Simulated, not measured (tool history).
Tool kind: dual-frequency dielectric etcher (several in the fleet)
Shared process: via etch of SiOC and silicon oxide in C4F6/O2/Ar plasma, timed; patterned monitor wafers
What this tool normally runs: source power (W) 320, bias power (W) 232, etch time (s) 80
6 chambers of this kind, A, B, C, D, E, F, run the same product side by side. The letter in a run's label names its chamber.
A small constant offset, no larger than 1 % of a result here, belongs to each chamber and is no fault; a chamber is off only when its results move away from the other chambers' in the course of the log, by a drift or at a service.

run	hour	source power (W)	bias power (W)	etch time (s)	hours since the last wet clean	hours since the last source power generator calibration	hours since the last bias power generator calibration	read-back reference wafer on the same gauge, depth_nm	mean etch depth across the wafer (Å)
1B	7.3	320	232	80	299	1121.4	1681.1	105.99	891.76
2D	13.8	320	232	80	303.2	4405.9	796.8	105.89	907.48
3E	18.8	320	232	80	55	2204.8	2319.4	105.89	900.51
4F	25.7	320	232	80	312.8	1872.4	327.9	105.97	907.77
5C	34.3	320	232	80	204.1	2039.5	2632.8	105.93	913.19
6A	38.2	320	232	80	119.3	2347	218.2	105.86	904.27
7B	46.1	320	232	80	337.8	1160.2	1719.9	105.92	890.86
8C	54.3	320	232	80	224.1	2059.5	2652.8	105.93	910.12
9E	59.5	320	232	80	95.7	2245.5	2360.1	105.86	890.42
10D	67.4	320	232	80	356.8	4459.5	850.4	106.02	897.77
11F	73.3	320	232	80	360.4	1920	375.5	105.82	910.55
12A	81.8	320	232	80	162.9	2390.6	261.8	105.88	898.88
# hour 83.6: chamber F: wet clean of the chamber
13D	86	320	232	80	375.4	4478.1	869	105.91	892.95
14B	90.5	320	232	80	382.2	1204.6	1764.3	105.92	895.84
15A	96	320	273	80	177.1	2404.8	276	105.97	947.16
16E	103.9	320	273	80	140.1	2289.9	2404.5	105.89	954.03
# hour 105.2: chamber B: wet clean of the chamber
17C	110	320	273	80	279.8	2115.2	2708.5	105.8	964.7
18F	117.7	320	273	80	34.2	1964.4	419.9	105.86	959.36
# hour 121: chamber D: wet clean of the chamber
19B	124.2	320	273	80	19	1238.3	1798	106.06	940.84
20F	132.3	320	273	80	48.8	1979	434.5	105.78	966.4
21D	137.4	320	232	80	16.5	4529.5	920.4	105.94	898.5
22A	145.3	320	232	80	226.4	2454.1	325.3	105.87	899.15
23C	153.8	320	232	80	323.6	2159	2752.3	105.8	916.3
24E	161.7	320	232	80	197.9	2347.7	2462.3	105.94	894.99
# hour 163.3: chamber C: wet clean of the chamber
25D	170	320	232	80	49.1	4562.1	953	105.79	898.05
26E	176.3	320	232	80	212.5	2362.3	2476.9	105.95	901.98
# hour 179.1: chamber D: source power generator calibrated
27A	180.8	320	232	80	261.9	2489.6	360.8	105.96	899.2
28F	186.8	320	232	80	103.3	2033.5	489	105.89	906.47
29C	194	320	232	63	30.7	2199.2	2792.5	105.92	688.75
30B	202.6	320	232	63	97.4	1316.7	1876.4	105.95	703.22
31F	208.3	320	232	63	124.8	2055	510.5	105.93	722.76
32D	216.1	320	232	63	95.2	37	999.1	105.94	708.08
33A	221.9	320	232	63	303	2530.7	401.9	105.86	708.53
34B	229.3	320	232	63	124.1	1343.4	1903.1	105.96	701.02
35C	237.7	320	232	80	74.4	2242.9	2836.2	105.94	869.31
36E	244.7	320	232	99	280.9	2430.7	2545.3	105.85	1105.3
37C	252.3	320	232	99	89	2257.5	2850.8	105.92	1080.4
38F	260.3	320	232	99	176.8	2107	562.5	105.96	1130.9
39A	268.2	320	232	99	349.3	2577	448.2	105.78	1116.6
40E	276.9	320	232	99	313.1	2462.9	2577.5	105.89	1119.1
41B	283.8	320	232	99	178.6	1397.9	1957.6	105.84	1102.7
42D	288	320	200	97.5	167.1	108.9	1071	105.86	1042.3
43E	292	320	200	97.5	328.2	2478	2592.6	105.78	1041.2

Predict what each chamber gives when all 6 of them run the settings below next.
44A	298.4	250	232	80					?
44B	298.4	250	232	80					?
44C	298.4	250	232	80					?
44D	298.4	250	232	80					?
44E	298.4	250	232	80					?
44F	298.4	250	232	80					?

run	mean etch depth across the wafer (Å)
44A	822.68
44B	811.79
44C	789.54
44D	817.73
44E	808.38
44F	830.29
